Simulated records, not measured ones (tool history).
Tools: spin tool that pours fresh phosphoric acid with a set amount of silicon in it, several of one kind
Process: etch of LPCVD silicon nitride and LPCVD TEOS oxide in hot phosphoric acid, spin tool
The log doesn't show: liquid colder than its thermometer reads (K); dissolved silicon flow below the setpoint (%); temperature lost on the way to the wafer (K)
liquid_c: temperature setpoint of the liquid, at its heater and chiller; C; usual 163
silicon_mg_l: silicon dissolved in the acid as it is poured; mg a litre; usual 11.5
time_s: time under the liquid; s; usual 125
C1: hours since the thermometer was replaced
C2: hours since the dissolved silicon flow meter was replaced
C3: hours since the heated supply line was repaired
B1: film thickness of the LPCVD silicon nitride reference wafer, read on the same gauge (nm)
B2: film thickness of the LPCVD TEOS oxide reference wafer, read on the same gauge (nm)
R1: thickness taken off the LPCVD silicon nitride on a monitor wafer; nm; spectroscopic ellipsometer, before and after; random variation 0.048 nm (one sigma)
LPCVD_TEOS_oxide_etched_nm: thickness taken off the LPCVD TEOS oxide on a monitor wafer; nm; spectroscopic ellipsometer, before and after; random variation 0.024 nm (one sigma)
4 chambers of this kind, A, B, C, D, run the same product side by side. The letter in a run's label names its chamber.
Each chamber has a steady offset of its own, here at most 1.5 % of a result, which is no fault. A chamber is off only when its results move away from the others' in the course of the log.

run 1A hour=13.6 | liquid_c=163 silicon_mg_l=11.5 time_s=125 | C1=70.3 C2=575.3 C3=1149.4 | B1=100 B2=120.04 | R1=13.403 LPCVD_TEOS_oxide_etched_nm=0.5852
-- hour=22.9 chamber D: thermometer replaced
-- hour=23.4 chamber B: heated supply line repaired
run 2D hour=26.1 | liquid_c=163 silicon_mg_l=11.5 time_s=125 | C1=3.2 C2=760.3 C3=605.8 | B1=100.01 B2=119.97 | R1=13.614 LPCVD_TEOS_oxide_etched_nm=0.64926
run 3C hour=37.5 | liquid_c=163 silicon_mg_l=11.5 time_s=125 | C1=508.3 C2=379.6 C3=1755.3 | B1=100 B2=120.02 | R1=13.754 LPCVD_TEOS_oxide_etched_nm=0.67132
run 4B hour=49.5 | liquid_c=163 silicon_mg_l=11.5 time_s=125 | C1=426.6 C2=631.6 C3=26.1 | B1=100 B2=120 | R1=13.727 LPCVD_TEOS_oxide_etched_nm=0.63356
run 5D hour=59 | liquid_c=163 silicon_mg_l=11.5 time_s=125 | C1=36.1 C2=793.2 C3=638.7 | B1=100 B2=119.97 | R1=13.528 LPCVD_TEOS_oxide_etched_nm=0.62437
run 6A hour=65.5 | liquid_c=163 silicon_mg_l=11.5 time_s=125 | C1=122.2 C2=627.2 C3=1201.3 | B1=99.995 B2=120.02 | R1=13.335 LPCVD_TEOS_oxide_etched_nm=0.6402
run 7B hour=75.7 | liquid_c=163 silicon_mg_l=18.5 time_s=125 | C1=452.8 C2=657.8 C3=52.3 | B1=99.964 B2=120.03 | R1=13.64 LPCVD_TEOS_oxide_etched_nm=0.57043
run 8C hour=85.4 | liquid_c=163 silicon_mg_l=18.5 time_s=125 | C1=556.2 C2=427.5 C3=1803.2 | B1=99.997 B2=120.04 | R1=13.693 LPCVD_TEOS_oxide_etched_nm=0.5322
-- hour=88.5 chamber B: dissolved silicon flow meter replaced
run 9C hour=96.4 | liquid_c=163 silicon_mg_l=18.5 time_s=125 | C1=567.2 C2=438.5 C3=1814.2 | B1=100.03 B2=120.02 | R1=13.668 LPCVD_TEOS_oxide_etched_nm=0.53333
run 10A hour=103.8 | liquid_c=163 silicon_mg_l=18.5 time_s=125 | C1=160.5 C2=665.5 C3=1239.6 | B1=99.983 B2=119.96 | R1=13.365 LPCVD_TEOS_oxide_etched_nm=0.53948
-- hour=105.9 chamber C: heated supply line repaired
-- hour=112.7 chamber A: heated supply line repaired
-- hour=116.2 chamber D: dissolved silicon flow meter replaced
run 11B hour=117.2 | liquid_c=163 silicon_mg_l=5.5 time_s=125 | C1=494.3 C2=28.8 C3=93.8 | B1=100.01 B2=119.98 | R1=13.762 LPCVD_TEOS_oxide_etched_nm=0.78223
run 12D hour=125.8 | liquid_c=163 silicon_mg_l=5.5 time_s=125 | C1=102.9 C2=9.7 C3=705.5 | B1=99.983 B2=119.97 | R1=13.574 LPCVD_TEOS_oxide_etched_nm=0.74834
run 13D hour=134.9 | liquid_c=163 silicon_mg_l=5.5 time_s=125 | C1=112 C2=18.8 C3=714.6 | B1=99.997 B2=120 | R1=13.595 LPCVD_TEOS_oxide_etched_nm=0.70434
run 14B hour=141.6 | liquid_c=163 silicon_mg_l=5.5 time_s=125 | C1=518.7 C2=53.2 C3=118.2 | B1=100.04 B2=120.02 | R1=13.658 LPCVD_TEOS_oxide_etched_nm=0.75656
run 15A hour=154.3 | liquid_c=163 silicon_mg_l=11.5 time_s=125 | C1=211 C2=716 C3=41.7 | B1=100 B2=120.01 | R1=13.413 LPCVD_TEOS_oxide_etched_nm=0.66492
run 16C hour=163.1 | liquid_c=162 silicon_mg_l=5.5 time_s=125 | C1=633.9 C2=505.2 C3=57.3 | B1=99.984 B2=119.97 | R1=13.23 LPCVD_TEOS_oxide_etched_nm=0.69724
-- hour=163.2 chamber C: thermometer replaced
run 17A hour=169.5 | liquid_c=162 silicon_mg_l=5.5 time_s=125 | C1=226.2 C2=731.2 C3=56.9 | B1=100.01 B2=120.06 | R1=12.843 LPCVD_TEOS_oxide_etched_nm=0.66869
run 18D hour=182.7 | liquid_c=162 silicon_mg_l=5.5 time_s=125 | C1=159.8 C2=66.6 C3=762.4 | B1=99.983 B2=120 | R1=13.15 LPCVD_TEOS_oxide_etched_nm=0.65825
run 19B hour=190.4 | liquid_c=162 silicon_mg_l=5.5 time_s=125 | C1=567.5 C2=102 C3=167 | B1=99.981 B2=119.97 | R1=13.217 LPCVD_TEOS_oxide_etched_nm=0.70643
run 20C hour=199.2 | liquid_c=163 silicon_mg_l=11.5 time_s=125 | C1=36.1 C2=541.3 C3=93.4 | B1=100.01 B2=120.01 | R1=13.662 LPCVD_TEOS_oxide_etched_nm=0.64118
run 21C hour=206 | liquid_c=163 silicon_mg_l=11.5 time_s=125 | C1=42.9 C2=548.1 C3=100.2 | B1=99.972 B2=119.97 | R1=13.655 LPCVD_TEOS_oxide_etched_nm=0.66579
run 22B hour=217.7 | liquid_c=162 silicon_mg_l=11.5 time_s=60 | C1=594.8 C2=129.3 C3=194.3 | B1=99.997 B2=120.03 | R1=6.3279 LPCVD_TEOS_oxide_etched_nm=0.28292
run 23A hour=225.1 | liquid_c=162 silicon_mg_l=11.5 time_s=60 | C1=281.8 C2=786.8 C3=112.5 | B1=100 B2=119.96 | R1=6.1691 LPCVD_TEOS_oxide_etched_nm=0.2831
run 24D hour=238.3 | liquid_c=162 silicon_mg_l=11.5 time_s=60 | C1=215.4 C2=122.2 C3=818 | B1=99.989 B2=120 | R1=6.3001 LPCVD_TEOS_oxide_etched_nm=0.27393
run 25C hour=251.1 | liquid_c=162 silicon_mg_l=11.5 time_s=60 | C1=88 C2=593.2 C3=145.3 | B1=99.989 B2=120.02 | R1=6.3422 LPCVD_TEOS_oxide_etched_nm=0.27166
run 26B hour=259.4 | liquid_c=163 silicon_mg_l=7 time_s=125 | C1=636.5 C2=171 C3=236 | B1=100.02 B2=119.99 | R1=13.73 LPCVD_TEOS_oxide_etched_nm=0.69303
run 27D hour=270.5 | liquid_c=163 silicon_mg_l=7 time_s=125 | C1=247.6 C2=154.4 C3=850.2 | B1=99.989 B2=119.98 | R1=13.526 LPCVD_TEOS_oxide_etched_nm=0.71128
run 28A hour=284.3 | liquid_c=163 silicon_mg_l=7 time_s=125 | C1=341 C2=846 C3=171.7 | B1=99.977 B2=120.04 | R1=13.358 LPCVD_TEOS_oxide_etched_nm=0.72254
run 29B hour=295.7 | liquid_c=163 silicon_mg_l=7 time_s=125 | C1=672.8 C2=207.3 C3=272.3 | B1=99.993 B2=120.01 | R1=13.777 LPCVD_TEOS_oxide_etched_nm=0.6981
run 30D hour=306.3 | liquid_c=163 silicon_mg_l=11.5 time_s=125 | C1=283.4 C2=190.2 C3=886 | B1=100.03 B2=119.99 | R1=13.564 LPCVD_TEOS_oxide_etched_nm=0.66067
run 31C hour=317.8 | liquid_c=163 silicon_mg_l=11.5 time_s=125 | C1=154.7 C2=659.9 C3=212 | B1=99.986 B2=120.02 | R1=13.676 LPCVD_TEOS_oxide_etched_nm=0.66477
run 32A hour=329.7 | liquid_c=166 silicon_mg_l=17.5 time_s=125 | C1=386.4 C2=891.4 C3=217.1 | B1=99.993 B2=120.04 | R1=14.795 LPCVD_TEOS_oxide_etched_nm=0.69149
run 33B hour=337.2 | liquid_c=166 silicon_mg_l=17.5 time_s=125 | C1=714.3 C2=248.8 C3=313.8 | B1=99.988 B2=119.98 | R1=15.163 LPCVD_TEOS_oxide_etched_nm=0.69106
run 34A hour=345.4 | liquid_c=166 silicon_mg_l=17.5 time_s=125 | C1=402.1 C2=907.1 C3=232.8 | B1=99.993 B2=119.96 | R1=14.803 LPCVD_TEOS_oxide_etched_nm=0.68778
run 35D hour=352.2 | liquid_c=166 silicon_mg_l=17.5 time_s=125 | C1=329.3 C2=236.1 C3=931.9 | B1=100 B2=120.02 | R1=14.966 LPCVD_TEOS_oxide_etched_nm=0.71558
run 36C hour=362.7 | liquid_c=163 silicon_mg_l=11.5 time_s=125 | C1=199.6 C2=704.8 C3=256.9 | B1=100.03 B2=120.04 | R1=13.627 LPCVD_TEOS_oxide_etched_nm=0.65413
run 37B hour=372.6 | liquid_c=163 silicon_mg_l=11.5 time_s=125 | C1=749.7 C2=284.2 C3=349.2 | B1=100 B2=120.01 | R1=13.733 LPCVD_TEOS_oxide_etched_nm=0.63257
run 38A hour=383.7 | liquid_c=163 silicon_mg_l=11.5 time_s=125 | C1=440.4 C2=945.4 C3=271.1 | B1=100 B2=119.94 | R1=13.477 LPCVD_TEOS_oxide_etched_nm=0.59892
run 39C hour=395.6 | liquid_c=163 silicon_mg_l=11.5 time_s=125 | C1=232.5 C2=737.7 C3=289.8 | B1=99.962 B2=120.03 | R1=13.728 LPCVD_TEOS_oxide_etched_nm=0.60993
run 40D hour=402.5 | liquid_c=161 silicon_mg_l=15 time_s=125 | C1=379.6 C2=286.4 C3=982.2 | B1=99.973 B2=120.03 | R1=12.744 LPCVD_TEOS_oxide_etched_nm=0.47423
run 41A hour=412.6 | liquid_c=161 silicon_mg_l=15 time_s=125 | C1=469.3 C2=974.3 C3=300 | B1=99.992 B2=120.03 | R1=12.513 LPCVD_TEOS_oxide_etched_nm=0.53497

Next, every chamber runs the same settings. What will each give?
run 42A hour=422.9 | liquid_c=161 silicon_mg_l=11.5 time_s=125 | R1=? LPCVD_TEOS_oxide_etched_nm=?
run 42B hour=422.9 | liquid_c=161 silicon_mg_l=11.5 time_s=125 | R1=? LPCVD_TEOS_oxide_etched_nm=?
run 42C hour=422.9 | liquid_c=161 silicon_mg_l=11.5 time_s=125 | R1=? LPCVD_TEOS_oxide_etched_nm=?
run 42D hour=422.9 | liquid_c=161 silicon_mg_l=11.5 time_s=125 | R1=? LPCVD_TEOS_oxide_etched_nm=?

run=42A R1=12.531 LPCVD_TEOS_oxide_etched_nm=0.54895
run=42B R1=12.792 LPCVD_TEOS_oxide_etched_nm=0.55203
run=42C R1=12.772 LPCVD_TEOS_oxide_etched_nm=0.56382
run=42D R1=12.695 LPCVD_TEOS_oxide_etched_nm=0.56548
